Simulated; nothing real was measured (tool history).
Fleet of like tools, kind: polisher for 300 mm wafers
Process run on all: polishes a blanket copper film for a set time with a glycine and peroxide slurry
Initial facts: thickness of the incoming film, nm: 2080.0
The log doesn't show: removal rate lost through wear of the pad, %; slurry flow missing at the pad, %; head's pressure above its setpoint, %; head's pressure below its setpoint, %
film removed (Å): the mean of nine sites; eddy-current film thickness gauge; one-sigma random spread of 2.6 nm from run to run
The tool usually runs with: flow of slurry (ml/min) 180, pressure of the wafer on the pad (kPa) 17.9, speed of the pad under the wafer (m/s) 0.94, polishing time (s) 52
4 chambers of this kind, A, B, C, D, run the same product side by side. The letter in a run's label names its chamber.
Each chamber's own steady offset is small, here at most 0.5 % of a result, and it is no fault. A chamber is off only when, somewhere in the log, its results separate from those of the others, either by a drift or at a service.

run	hour	flow of slurry (ml/min)	pressure of the wafer on the pad (kPa)	speed of the pad under the wafer (m/s)	polishing time (s)	wafers polished on this pad	hours since the slurry nozzle was cleaned	hours since the head pressure was calibrated	film removed (Å)
# hour 0.6: chamber B: worn pad replaced by a new one
1B	5.2	180	17.9	0.94	52	56	441.1	98.3	2429.3
# hour 5.4: chamber B: slurry nozzle cleaned
2C	8.8	180	17.9	0.94	52	790	49	718	2413.6
3D	13.7	180	17.9	0.94	52	444	436.1	21.5	2408.3
4A	16.8	180	17.9	0.94	52	1041	366.2	355.6	2437.1
# hour 19.2: chamber A: worn pad replaced by a new one
5A	21.1	180	17.9	0.94	52	23	370.5	359.9	2404
6C	25.3	180	17.9	0.94	52	992	65.5	734.5	2433.6
7B	29.1	180	17.9	0.94	52	348	23.8	122.2	2383.4
8D	32.9	180	17.9	0.94	52	679	455.3	40.7	2414.8
# hour 33.6: chamber D: worn pad replaced by a new one
# hour 36.5: chamber C: worn pad replaced by a new one
9C	38.2	180	17.9	0.94	52	21	78.4	747.4	2401.2
10D	43.8	180	17.9	0.94	52	125	466.2	51.6	2428.3
11B	47.5	180	17.9	0.94	52	574	42.2	140.6	2435.2
12A	52.3	180	17.9	0.94	52	405	401.7	391.1	2405.5
13B	54.9	180	17.9	0.94	52	664	49.6	148	2437.8
14D	57.7	180	17.9	0.94	52	295	480.1	65.5	2413.4
15A	60.5	180	17.9	0.94	52	506	409.9	399.3	2375.1
16C	64.9	180	17.9	0.94	52	347	105.1	774.1	2463.7
17D	68	180	17.9	0.94	52	421	490.4	75.8	2358.9
# hour 68.7: chamber B: worn pad replaced by a new one
18A	72.3	180	17.9	0.94	52	650	421.7	411.1	2423.1
19C	76.9	180	17.9	0.94	52	494	117.1	786.1	2450.8
20B	82.4	180	17.9	0.94	52	167	77.1	175.5	2422
21A	87.6	180	17.9	0.94	52	837	437	426.4	2425.3
# hour 90.3: chamber D: worn pad replaced by a new one
22C	90.5	180	17.9	0.94	52	660	130.7	799.7	2383.1
23D	96.2	180	17.9	0.94	52	72	518.6	104	2361.3
24B	99.6	180	17.9	0.94	52	378	94.3	192.7	2417.1
25D	102.4	180	17.9	0.94	52	148	524.8	110.2	2309.9
# hour 107: chamber A: head pressure recalibrated
26B	107	180	17.9	0.94	52	468	101.7	200.1	2421
27A	112.1	180	17.9	0.94	52	1137	461.5	5.1	2409.2
28C	115.4	180	17.9	0.94	42	965	155.6	824.6	1968.4

Is one chamber off against the others, does the gauge drift, or is nothing wrong? If a chamber is off, say which, and what the likeliest cause is.

Little by little, chamber D moves away from the other chambers.
Likeliest cause: slurry flow missing at the pad, % = 28.9.
The log might look much the same if the cause were instead: head's pressure below its setpoint, %.

Here are 4 candidates for chamber D's next run, each the usual settings with a change, their results left as question marks. Which one brings its results back in line with what the others give on the usual settings?
A result is in line if it is within this distance of the other chambers' mean on the usual settings: film removed (Å) 90
29D-1	119.6	180	18.6	0.98	55				?
29D-2	119.6	225	17.9	0.94	52				?
29D-3	119.6	180	17.2	0.92	52				?
29D-4	119.6	180	17.2	0.9	49				?

Usual-settings mean across the other chambers: film removed (Å) 2423.9
run	film removed (Å)
29D-1	2610
29D-2	2406.9
29D-3	2201.5
29D-4	2038.5
It is 29D-2 that realigns the chamber with its peers.
